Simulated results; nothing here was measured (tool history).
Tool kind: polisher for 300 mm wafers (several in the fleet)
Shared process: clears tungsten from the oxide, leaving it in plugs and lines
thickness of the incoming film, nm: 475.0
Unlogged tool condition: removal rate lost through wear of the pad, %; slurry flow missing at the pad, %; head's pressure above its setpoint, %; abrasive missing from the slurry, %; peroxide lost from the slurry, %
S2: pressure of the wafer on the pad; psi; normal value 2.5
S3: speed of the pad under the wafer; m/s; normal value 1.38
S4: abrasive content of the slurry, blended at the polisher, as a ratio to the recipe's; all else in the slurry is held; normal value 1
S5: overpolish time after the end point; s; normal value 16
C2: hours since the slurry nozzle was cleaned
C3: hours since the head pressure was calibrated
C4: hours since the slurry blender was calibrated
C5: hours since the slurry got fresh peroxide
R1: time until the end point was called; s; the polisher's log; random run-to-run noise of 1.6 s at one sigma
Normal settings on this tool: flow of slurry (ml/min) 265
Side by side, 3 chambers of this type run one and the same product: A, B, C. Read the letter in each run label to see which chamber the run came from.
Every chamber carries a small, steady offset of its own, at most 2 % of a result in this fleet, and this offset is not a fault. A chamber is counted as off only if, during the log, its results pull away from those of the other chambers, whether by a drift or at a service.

At hour 4.1: chamber C: worn pad replaced by a new one.
At hour 5.6: chamber B: slurry tank refilled with fresh slurry and peroxide.
Run 1B, hour 10.2: usual settings; wafers polished on this pad 462; C2 608.6; C3 1078; C4 155.5; C5 4.6. Result: R1 101.45 s.
Run 2C, hour 18.5: usual settings; wafers polished on this pad 104; C2 36.1; C3 641.8; C4 62.3; C5 30.8. Result: R1 98.646 s.
At hour 21.4: chamber A: worn pad replaced by a new one.
At hour 23.8: chamber B: slurry blender recalibrated.
At hour 24.5: chamber B: worn pad replaced by a new one.
Run 3A, hour 30.9: usual settings; wafers polished on this pad 68; C2 196.7; C3 536.7; C4 90.1; C5 61.9. Result: R1 102.52 s.
At hour 34.3: chamber A: head pressure recalibrated.
Run 4A, hour 42.8: usual settings; wafers polished on this pad 155; C2 208.6; C3 8.5; C4 102; C5 73.8. Result: R1 103.74 s.
At hour 46.4: chamber C: slurry tank refilled with fresh slurry and peroxide.
Run 5B, hour 56.4: usual settings; wafers polished on this pad 231; C2 654.8; C3 1124.2; C4 32.6; C5 50.8. Result: R1 105.29 s.
At hour 62.5: chamber C: slurry blender recalibrated.
Run 6C, hour 65.7: usual settings; wafers polished on this pad 445; C2 83.3; C3 689; C4 3.3; C5 19.3. Result: R1 101.68 s.
Run 7C, hour 73.6: usual settings; wafers polished on this pad 502; C2 91.2; C3 696.9; C4 11.2; C5 27.2. Result: R1 98.823 s.
At hour 75.7: chamber B: slurry tank refilled with fresh slurry and peroxide.
Run 8A, hour 88.1: usual settings; wafers polished on this pad 482; C2 253.9; C3 53.8; C4 147.3; C5 119.1. Result: R1 105.61 s.
Run 9B, hour 97.8: usual settings; wafers polished on this pad 530; C2 696.2; C3 1165.6; C4 74; C5 22.1. Result: R1 101.18 s.
Run 10B, hour 112.2: usual settings; wafers polished on this pad 634; C2 710.6; C3 1180; C4 88.4; C5 36.5. Result: R1 102.48 s.
At hour 114.8: chamber C: slurry tank refilled with fresh slurry and peroxide.
At hour 119.1: chamber C: worn pad replaced by a new one.
Run 11A, hour 122.8: usual settings; wafers polished on this pad 733; C2 288.6; C3 88.5; C4 182; C5 153.8. Result: R1 103.35 s.
At hour 124.5: chamber B: worn pad replaced by a new one.
Run 12C, hour 136.8: usual settings; wafers polished on this pad 128; C2 154.4; C3 760.1; C4 74.4; C5 22.1. Result: R1 103.45 s.
Run 13B, hour 148.4: usual settings; wafers polished on this pad 172; C2 746.8; C3 1216.2; C4 124.6; C5 72.7. Result: R1 103.27 s.
At hour 149.6: chamber A: slurry tank refilled with fresh slurry and peroxide.
At hour 154.2: chamber B: slurry nozzle cleaned.
Run 14A, hour 157.6: usual settings; wafers polished on this pad 985; C2 323.4; C3 123.3; C4 216.8; C5 8.1. Result: R1 100.09 s.
Run 15C, hour 165.3: usual settings; wafers polished on this pad 334; C2 182.9; C3 788.6; C4 102.9; C5 50.6. Result: R1 100.81 s.
At hour 166.4: chamber B: slurry tank refilled with fresh slurry and peroxide.
Run 16C, hour 180.1: usual settings but S4 0.85; wafers polished on this pad 441; C2 197.7; C3 803.4; C4 117.7; C5 65.4. Result: R1 105.34 s.
At hour 183.7: chamber C: slurry blender recalibrated.
At hour 187.5: chamber C: slurry tank refilled with fresh slurry and peroxide.
At hour 188.1: chamber A: worn pad replaced by a new one.
Run 17B, hour 189.1: usual settings but S4 0.85; wafers polished on this pad 467; C2 35; C3 1256.9; C4 165.3; C5 22.7. Result: R1 106.93 s.
At hour 190.9: chamber B: slurry blender recalibrated.
At hour 196: chamber A: slurry nozzle cleaned.
At hour 198.5: chamber A: slurry blender recalibrated.
Run 18A, hour 203.7: usual settings but S4 0.85; wafers polished on this pad 112; C2 7.8; C3 169.4; C4 5.2; C5 54.2. Result: R1 107.98 s.
At hour 213.4: chamber B: worn pad replaced by a new one.
Run 19A, hour 214.9: usual settings; wafers polished on this pad 193; C2 19; C3 180.6; C4 16.4; C5 65.4. Result: R1 102.38 s.
At hour 218.7: chamber B: head pressure recalibrated.
Run 20C, hour 223.6: usual settings; wafers polished on this pad 756; C2 241.2; C3 846.9; C4 40; C5 36.2. Result: R1 99.045 s.
Run 21B, hour 233.9: usual settings; wafers polished on this pad 148; C2 79.8; C3 15.2; C4 43; C5 67.5. Result: R1 102.62 s.
At hour 234.2: chamber C: worn pad replaced by a new one.
At hour 238.9: chamber B: slurry tank refilled with fresh slurry and peroxide.
At hour 239.8: chamber C: slurry nozzle cleaned.
Run 22A, hour 240.3: usual settings; wafers polished on this pad 377; C2 44.4; C3 206; C4 41.8; C5 90.8. Result: R1 104.17 s.
Run 23C, hour 252.9: usual settings; wafers polished on this pad 135; C2 13.1; C3 876.2; C4 69.3; C5 65.5. Result: R1 101.98 s.
At hour 253.8: chamber C: slurry tank refilled with fresh slurry and peroxide.
Run 24B, hour 259.9: usual settings; wafers polished on this pad 336; C2 105.8; C3 41.2; C4 69; C5 21.1. Result: R1 101.99 s.
Run 25B, hour 273.8: usual settings; wafers polished on this pad 436; C2 119.7; C3 55.1; C4 82.9; C5 35. Result: R1 103.26 s.
At hour 282.3: chamber C: slurry blender recalibrated.
Run 26C, hour 284.6: usual settings; wafers polished on this pad 364; C2 44.8; C3 907.9; C4 2.3; C5 30.8. Result: R1 99 s.
At hour 290.7: chamber B: worn pad replaced by a new one.
Run 27A, hour 298.1: usual settings; wafers polished on this pad 795; C2 102.2; C3 263.8; C4 99.6; C5 148.6. Result: R1 100.97 s.
At hour 307.1: chamber C: head pressure recalibrated.
Run 28B, hour 308.8: usual settings; wafers polished on this pad 131; C2 154.7; C3 90.1; C4 117.9; C5 70. Result: R1 103 s.
At hour 313.1: chamber A: slurry tank refilled with fresh slurry and peroxide.
Run 29A, hour 323.1: usual settings; wafers polished on this pad 976; C2 127.2; C3 288.8; C4 124.6; C5 10. Result: R1 101.44 s.
At hour 329.5: chamber C: slurry tank refilled with fresh slurry and peroxide.
Run 30C, hour 335.2: usual settings; wafers polished on this pad 730; C2 95.4; C3 28.1; C4 52.9; C5 5.8. Result: R1 99.798 s.

Each of the 3 chambers runs these same settings next. Fill in every chamber's results:
Run 31A, hour 345.8: usual settings. Result: R1 ?.
Run 31B, hour 345.8: usual settings. Result: R1 ?.
Run 31C, hour 345.8: usual settings. Result: R1 ?.

run      R1
31A  100.46
31B  100.96
31C  101.94
